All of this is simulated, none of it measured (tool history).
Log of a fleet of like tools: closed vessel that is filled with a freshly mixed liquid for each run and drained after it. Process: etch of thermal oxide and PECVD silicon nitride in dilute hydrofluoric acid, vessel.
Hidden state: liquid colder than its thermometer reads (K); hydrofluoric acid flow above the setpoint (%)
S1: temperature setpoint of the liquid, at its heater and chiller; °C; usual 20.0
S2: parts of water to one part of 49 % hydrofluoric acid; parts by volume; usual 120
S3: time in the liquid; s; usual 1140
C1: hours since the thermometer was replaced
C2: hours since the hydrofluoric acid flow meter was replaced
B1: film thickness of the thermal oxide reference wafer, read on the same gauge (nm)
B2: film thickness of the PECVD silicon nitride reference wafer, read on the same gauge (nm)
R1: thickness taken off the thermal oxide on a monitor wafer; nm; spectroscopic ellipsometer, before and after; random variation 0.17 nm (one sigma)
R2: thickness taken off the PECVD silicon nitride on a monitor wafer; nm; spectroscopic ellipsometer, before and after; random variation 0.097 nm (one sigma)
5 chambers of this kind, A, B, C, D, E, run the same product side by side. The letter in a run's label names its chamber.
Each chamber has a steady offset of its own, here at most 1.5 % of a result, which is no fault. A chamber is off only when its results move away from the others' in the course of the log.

| run | hour | S1 | S2 | S3 | C1 | C2 | B1 | B2 | R1 | R2 |
|---|---|---|---|---|---|---|---|---|---|---|
| 1D | 6.3 | 20.0 | 120 | 1140 | 1892.8 | 165.4 | 149.98 | 140.00 | 37.680 | 13.2080 |
| 2C | 12.8 | 20.0 | 120 | 1140 | 145.1 | 1818.2 | 150.02 | 139.99 | 38.055 | 13.2320 |
| 3A | 16.2 | 20.0 | 120 | 1140 | 468.1 | 1231.1 | 150.04 | 140.04 | 37.421 | 13.0990 |
| 4E | 20.7 | 20.0 | 120 | 1140 | 625.0 | 886.2 | 150.03 | 140.01 | 37.605 | 13.2320 |
| 5B | 25.0 | 20.0 | 120 | 1140 | 276.9 | 508.1 | 150.01 | 140.01 | 38.421 | 13.2050 |
| 6D | 30.0 | 20.0 | 120 | 1140 | 1916.5 | 189.1 | 149.97 | 139.99 | 37.764 | 13.1320 |
| 7A | 35.7 | 20.0 | 120 | 1140 | 487.6 | 1250.6 | 150.00 | 140.00 | 37.858 | 13.2580 |
| 8C | 39.7 | 20.0 | 120 | 1140 | 172.0 | 1845.1 | 150.02 | 140.01 | 37.825 | 13.4290 |
| 9E | 43.4 | 23.5 | 80 | 1140 | 647.7 | 908.9 | 149.98 | 139.99 | 68.127 | 25.3650 |
| 10B | 47.8 | 23.5 | 80 | 1140 | 299.7 | 530.9 | 150.00 | 140.05 | 70.035 | 24.6050 |
| 11B | 52.8 | 23.5 | 80 | 1140 | 304.7 | 535.9 | 150.01 | 139.97 | 69.314 | 24.8180 |
| 12D | 58.5 | 23.5 | 80 | 1140 | 1945.0 | 217.6 | 150.00 | 140.01 | 69.146 | 24.6510 |
| 13A | 64.2 | 23.5 | 80 | 1140 | 516.1 | 1279.1 | 149.98 | 139.99 | 69.194 | 25.1490 |
| 14C | 71.1 | 20.0 | 140 | 1140 | 203.4 | 1876.5 | 150.04 | 140.01 | 31.661 | 11.3020 |
| 15E | 76.6 | 20.0 | 140 | 1140 | 680.9 | 942.1 | 149.96 | 139.97 | 31.370 | 11.3970 |
|  | 79.2 | chamber C: hydrofluoric acid flow meter replaced |
| 16C | 83.0 | 20.0 | 140 | 1140 | 215.3 | 3.9 | 149.97 | 139.95 | 31.759 | 11.3880 |
| 17D | 87.0 | 20.0 | 140 | 1140 | 1973.5 | 246.1 | 149.96 | 140.02 | 31.839 | 11.4350 |
| 18B | 90.8 | 20.0 | 140 | 1140 | 342.7 | 573.9 | 149.98 | 139.98 | 32.458 | 11.2490 |
| 19A | 97.2 | 18.5 | 120 | 620 | 549.1 | 1312.1 | 149.98 | 140.00 | 19.348 | 6.4966 |
| 20E | 103.0 | 18.5 | 120 | 620 | 707.3 | 968.5 | 150.03 | 139.96 | 19.189 | 6.5247 |
| 21D | 106.1 | 18.5 | 120 | 620 | 1992.6 | 265.2 | 150.01 | 140.02 | 19.476 | 6.4868 |
| 22E | 110.0 | 18.5 | 120 | 620 | 714.3 | 975.5 | 150.01 | 140.04 | 19.098 | 6.6287 |
|  | 113.8 | chamber D: thermometer replaced |
| 23B | 114.7 | 18.5 | 120 | 620 | 366.6 | 597.8 | 149.98 | 139.99 | 19.717 | 6.4793 |
| 24C | 118.9 | 20.0 | 120 | 1140 | 251.2 | 39.8 | 149.98 | 139.99 | 38.126 | 13.1200 |
| 25A | 124.6 | 20.0 | 120 | 1140 | 576.5 | 1339.5 | 149.95 | 139.97 | 37.822 | 13.3630 |
| 26B | 131.3 | 20.0 | 120 | 1140 | 383.2 | 614.4 | 149.96 | 139.96 | 38.234 | 13.0200 |
| 27A | 136.0 | 20.0 | 120 | 1140 | 587.9 | 1350.9 | 149.97 | 140.03 | 38.044 | 13.2560 |
| 28C | 139.8 | 20.0 | 120 | 1140 | 272.1 | 60.7 | 149.96 | 139.95 | 38.028 | 13.3160 |
| 29D | 143.7 | 20.0 | 120 | 1140 | 30.0 | 302.8 | 149.94 | 140.00 | 37.950 | 13.1540 |
| 30E | 146.8 | 20.0 | 120 | 1140 | 751.1 | 1012.3 | 150.01 | 140.05 | 37.428 | 13.1310 |
| 31A | 152.6 | 20.0 | 120 | 1140 | 604.5 | 1367.5 | 150.03 | 140.00 | 37.472 | 13.1000 |
| 32D | 159.2 | 20.0 | 120 | 1140 | 45.5 | 318.3 | 150.03 | 140.00 | 37.900 | 13.2960 |
| 33E | 164.9 | 20.0 | 120 | 1140 | 769.2 | 1030.4 | 150.03 | 139.98 | 37.634 | 13.4610 |
| 34C | 169.3 | 20.0 | 120 | 1140 | 301.6 | 90.2 | 150.03 | 140.01 | 38.007 | 13.2110 |
| 35B | 174.1 | 20.0 | 120 | 1140 | 426.0 | 657.2 | 150.00 | 139.98 | 38.726 | 13.3800 |
| 36E | 179.3 | 17.0 | 120 | 760 | 783.6 | 1044.8 | 149.99 | 140.00 | 22.006 | 7.1604 |
| 37C | 183.0 | 17.0 | 120 | 760 | 315.3 | 103.9 | 150.00 | 140.01 | 22.150 | 7.1585 |
| 38A | 186.6 | 17.0 | 120 | 760 | 638.5 | 1401.5 | 150.05 | 140.06 | 22.225 | 7.1796 |
| 39D | 191.7 | 17.0 | 120 | 760 | 78.0 | 350.8 | 149.98 | 140.01 | 22.292 | 7.1198 |
| 40B | 196.0 | 17.0 | 120 | 760 | 447.9 | 679.1 | 150.00 | 140.02 | 22.720 | 7.1076 |
| 41B | 199.3 | 20.0 | 120 | 1140 | 451.2 | 682.4 | 150.02 | 140.02 | 38.406 | 12.9530 |
| 42D | 204.2 | 20.0 | 120 | 1140 | 90.5 | 363.3 | 149.99 | 139.99 | 38.038 | 13.1890 |

Is one chamber off against the others, does the gauge drift, or is nothing wrong? If a chamber is off, say which, and what the likeliest cause is.

No chamber stands off beyond its own small offset, and the gauge holds steady.
